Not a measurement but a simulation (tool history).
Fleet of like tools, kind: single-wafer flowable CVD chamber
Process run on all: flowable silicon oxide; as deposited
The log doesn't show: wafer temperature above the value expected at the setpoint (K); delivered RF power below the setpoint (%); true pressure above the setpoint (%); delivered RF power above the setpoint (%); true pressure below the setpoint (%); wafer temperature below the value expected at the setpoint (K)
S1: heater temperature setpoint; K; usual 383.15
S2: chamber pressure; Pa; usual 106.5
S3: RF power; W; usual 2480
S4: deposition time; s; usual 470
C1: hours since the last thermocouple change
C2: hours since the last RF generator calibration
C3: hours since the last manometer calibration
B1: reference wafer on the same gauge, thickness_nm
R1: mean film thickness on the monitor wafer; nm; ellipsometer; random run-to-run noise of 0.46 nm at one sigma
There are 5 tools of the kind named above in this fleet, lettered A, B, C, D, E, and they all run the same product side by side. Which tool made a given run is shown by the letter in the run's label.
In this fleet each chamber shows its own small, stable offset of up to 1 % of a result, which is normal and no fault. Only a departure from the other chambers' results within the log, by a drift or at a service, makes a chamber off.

| run | hour | S1 | S2 | S3 | S4 | C1 | C2 | C3 | B1 | R1 |
|---|---|---|---|---|---|---|---|---|---|---|
| 1A | 6.1 | 383.15 | 106.5 | 2480 | 470 | 658.1 | 330.1 | 196.1 | 249.99 | 211.29 |
| 2E | 11.3 | 383.15 | 106.5 | 2480 | 470 | 366.6 | 237 | 503.8 | 250.07 | 212.7 |
| 3D | 14.6 | 383.15 | 106.5 | 2480 | 470 | 414.2 | 503.6 | 1817.5 | 249.98 | 212.43 |
| 4B | 20 | 383.15 | 106.5 | 2480 | 470 | 725.1 | 151 | 1114.7 | 250.02 | 211.11 |
| 5C | 22.9 | 383.15 | 106.5 | 2480 | 470 | 1282.5 | 1595.8 | 90.7 | 249.98 | 212.14 |
| 6D | 25.9 | 383.15 | 106.5 | 2480 | 470 | 425.5 | 514.9 | 1828.8 | 249.98 | 211.3 |
| 7E | 30.4 | 383.15 | 106.5 | 2480 | 399 | 385.7 | 256.1 | 522.9 | 250.01 | 180.19 |
| 8A | 35.4 | 383.15 | 106.5 | 2480 | 399 | 687.4 | 359.4 | 225.4 | 250.08 | 180.85 |
| 9C | 40.5 | 383.15 | 106.5 | 2480 | 399 | 1300.1 | 1613.4 | 108.3 | 250.03 | 180.27 |
|  | 43.5 | chamber C: thermocouple changed; heater temperature recalibrated |
| 10B | 45.3 | 383.15 | 106.5 | 2480 | 399 | 750.4 | 176.3 | 1140 | 250.02 | 179.11 |
| 11D | 49.9 | 383.15 | 106.5 | 2480 | 399 | 449.5 | 538.9 | 1852.8 | 250.09 | 178.94 |
| 12B | 54.4 | 383.15 | 106.5 | 2870 | 470 | 759.5 | 185.4 | 1149.1 | 250.03 | 213.72 |
| 13E | 60.2 | 383.15 | 106.5 | 2870 | 470 | 415.5 | 285.9 | 552.7 | 249.88 | 217.58 |
| 14A | 66 | 383.15 | 106.5 | 2870 | 470 | 718 | 390 | 256 | 249.99 | 215 |
| 15C | 71.9 | 383.15 | 106.5 | 2870 | 470 | 28.5 | 1644.8 | 139.7 | 249.98 | 216.13 |
| 16A | 75 | 383.15 | 106.5 | 2870 | 470 | 727 | 399 | 265 | 250.02 | 215.1 |
| 17C | 81 | 383.15 | 106.5 | 2480 | 470 | 37.6 | 1653.9 | 148.8 | 250.05 | 212.86 |
| 18D | 84.6 | 383.15 | 106.5 | 2480 | 470 | 484.2 | 573.6 | 1887.5 | 249.99 | 211.1 |
| 19E | 89.4 | 383.15 | 106.5 | 2480 | 470 | 444.7 | 315.1 | 581.9 | 250.02 | 214.55 |
| 20B | 94.1 | 383.15 | 106.5 | 2480 | 470 | 799.2 | 225.1 | 1188.8 | 250 | 211.2 |
| 21A | 99.2 | 383.15 | 106.5 | 2480 | 470 | 751.2 | 423.2 | 289.2 | 249.99 | 211.27 |
| 22D | 104.4 | 383.15 | 106.5 | 2480 | 553 | 504 | 593.4 | 1907.3 | 249.96 | 248.66 |
| 23C | 107.3 | 383.15 | 106.5 | 2480 | 553 | 63.9 | 1680.2 | 175.1 | 249.97 | 250.59 |
| 24B | 111.9 | 383.15 | 106.5 | 2480 | 553 | 817 | 242.9 | 1206.6 | 250.02 | 247.88 |
| 25E | 117 | 383.15 | 106.5 | 2480 | 553 | 472.3 | 342.7 | 609.5 | 250.01 | 253.5 |
| 26A | 121 | 383.15 | 106.5 | 2480 | 553 | 773 | 445 | 311 | 250.09 | 249.09 |
| 27B | 124.2 | 383.15 | 106.5 | 2480 | 470 | 829.3 | 255.2 | 1218.9 | 250.05 | 210.68 |
| 28E | 128.5 | 374.15 | 106.5 | 2480 | 383 | 483.8 | 354.2 | 621 | 249.84 | 238.25 |
| 29C | 133.7 | 374.15 | 106.5 | 2480 | 383 | 90.3 | 1706.6 | 201.5 | 249.95 | 233.44 |
| 30D | 137.1 | 374.15 | 106.5 | 2480 | 383 | 536.7 | 626.1 | 1940 | 249.97 | 230.36 |
| 31D | 140.8 | 374.15 | 106.5 | 2480 | 383 | 540.4 | 629.8 | 1943.7 | 250.15 | 232.14 |
| 32C | 144.3 | 374.15 | 106.5 | 2480 | 383 | 100.9 | 1717.2 | 212.1 | 250.04 | 233.61 |
| 33B | 147 | 383.15 | 106.5 | 2480 | 470 | 852.1 | 278 | 1241.7 | 249.93 | 210.63 |
| 34E | 152.6 | 383.15 | 106.5 | 2480 | 470 | 507.9 | 378.3 | 645.1 | 249.98 | 218.73 |
| 35A | 158.6 | 383.15 | 106.5 | 2480 | 470 | 810.6 | 482.6 | 348.6 | 249.95 | 212.58 |
| 36D | 162.6 | 383.15 | 106.5 | 2480 | 470 | 562.2 | 651.6 | 1965.5 | 250.09 | 211.26 |
| 37B | 166.5 | 383.15 | 106.5 | 2480 | 470 | 871.6 | 297.5 | 1261.2 | 249.97 | 210.43 |
| 38E | 170.5 | 383.15 | 106.5 | 2480 | 470 | 525.8 | 396.2 | 663 | 250.12 | 218.12 |

Is one chamber out of step, is the gauge drifting, or do the chambers differ by no more than their own small offsets? For an off chamber, give its letter and the likeliest cause.

It is chamber E that slowly wanders off from its peers.
Most likely cause: wafer temperature below the value expected at the setpoint (K) = 0.824.
The log might look much the same if the cause were instead: true pressure above the setpoint (%).

Which of the 4 candidates below, each the usual settings with something changed and its results left as question marks, puts chamber E back in line with what the other chambers give on the usual settings?
Counts as in line when no further than this from what the other chambers average on the usual settings: R1 1.7 nm
| 39E-1 | 174.9 | 383.15 | 104.7 | 2475 | 466 |  |  |  |  | ? |
| 39E-2 | 174.9 | 383.15 | 105.9 | 2480 | 468 |  |  |  |  | ? |
| 39E-3 | 174.9 | 383.15 | 107.6 | 2480 | 470 |  |  |  |  | ? |
| 39E-4 | 174.9 | 382.15 | 106.5 | 2480 | 470 |  |  |  |  | ? |

Other chambers, usual settings, mean: R1 211.6 nm
| run | R1 |
|---|---|
| 39E-1 | 211.42 |
| 39E-2 | 215.56 |
| 39E-3 | 221.04 |
| 39E-4 | 225.56 |
The answer is 39E-1, which returns the chamber to within the allowed miss of the others.
